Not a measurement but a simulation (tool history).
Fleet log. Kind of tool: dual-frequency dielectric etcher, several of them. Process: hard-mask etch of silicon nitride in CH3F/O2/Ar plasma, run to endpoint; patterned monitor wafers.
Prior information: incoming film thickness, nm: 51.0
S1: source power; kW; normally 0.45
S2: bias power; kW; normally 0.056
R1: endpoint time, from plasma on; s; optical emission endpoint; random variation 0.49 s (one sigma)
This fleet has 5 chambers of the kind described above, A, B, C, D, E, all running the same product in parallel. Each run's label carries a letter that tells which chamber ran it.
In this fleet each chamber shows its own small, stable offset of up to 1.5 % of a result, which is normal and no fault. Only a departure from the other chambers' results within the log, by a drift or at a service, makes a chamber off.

run	hour	S1	S2	R1
1C	11.1	0.45	0.056	78.161
2D	20.1	0.45	0.056	76.506
# hour 24.7: chamber E: wet clean of the chamber
3B	29.2	0.45	0.056	76.73
4A	37.4	0.45	0.056	76.795
5E	47.1	0.45	0.056	76.225
6B	61.5	0.39	0.056	80.903
7C	69.8	0.39	0.056	82.593
8E	81.2	0.39	0.056	80.341
9D	95.8	0.39	0.056	81.144
10A	104.1	0.39	0.056	80.715
11C	118	0.45	0.056	78.433
# hour 122.6: chamber D: wet clean of the chamber
12D	127.9	0.45	0.056	76.788
13E	134.9	0.45	0.056	76.067
14A	143.3	0.45	0.056	76.722
15B	152.4	0.45	0.056	76.118
16C	165.9	0.35	0.063	82.287
17B	179.5	0.35	0.063	82.174
18E	194.6	0.35	0.063	80.879
19A	210.3	0.35	0.063	81.959
20D	222.8	0.35	0.063	82.013
21C	233.8	0.45	0.056	76.896
22A	241.7	0.45	0.056	76.671
# hour 246.4: chamber B: wet clean of the chamber
23D	253.2	0.54	0.063	68.907
24B	268.5	0.54	0.063	68.631
25E	276.1	0.54	0.063	69.61
26B	284.6	0.54	0.063	68.819
27C	300.2	0.54	0.063	67.349
28A	312.2	0.45	0.056	76.458
29D	324.5	0.45	0.056	76.526
30E	337.2	0.45	0.056	77.5
31D	351.9	0.41	0.062	76.499
32E	364.7	0.41	0.062	77.77
33C	375.9	0.41	0.062	75.564
# hour 379: chamber E: wet clean of the chamber
# hour 383.8: chamber A: wet clean of the chamber
34A	389.5	0.41	0.062	77.219
35B	397.9	0.41	0.062	76.904
36C	411.6	0.45	0.056	74.842
# hour 421: chamber D: bias power generator calibrated
37B	426.9	0.45	0.056	75.841
38A	436.6	0.45	0.056	77.34
39D	443.6	0.45	0.056	77.001
40E	451.8	0.45	0.056	77.663
41E	461.6	0.36	0.056	83.264

Is one chamber off against the others, does the gauge drift, or is nothing wrong? If a chamber is off, say which, and what the likeliest cause is.

It is chamber C that slowly wanders off from its peers.
Most likely cause: etch rate over this chamber's usual, % = 4.3.

Which of the 4 candidates below, each the usual settings with something changed and its results left as question marks, puts chamber C back in line with what the other chambers give on the usual settings?
To be in line, a result may differ from the other chambers' mean on the usual settings by at most: R1 1.7 s
42C-1	472.8	0.45	0.062	?
42C-2	472.8	0.5	0.061	?
42C-3	472.8	0.4	0.051	?
42C-4	472.8	0.43	0.054	?

Other chambers, usual settings, mean: R1 76.686 s
run	R1
42C-1	71.882
42C-2	69.352
42C-3	80.26
42C-4	76.574
Change 42C-4 lands the chamber within the allowed miss of the other chambers.
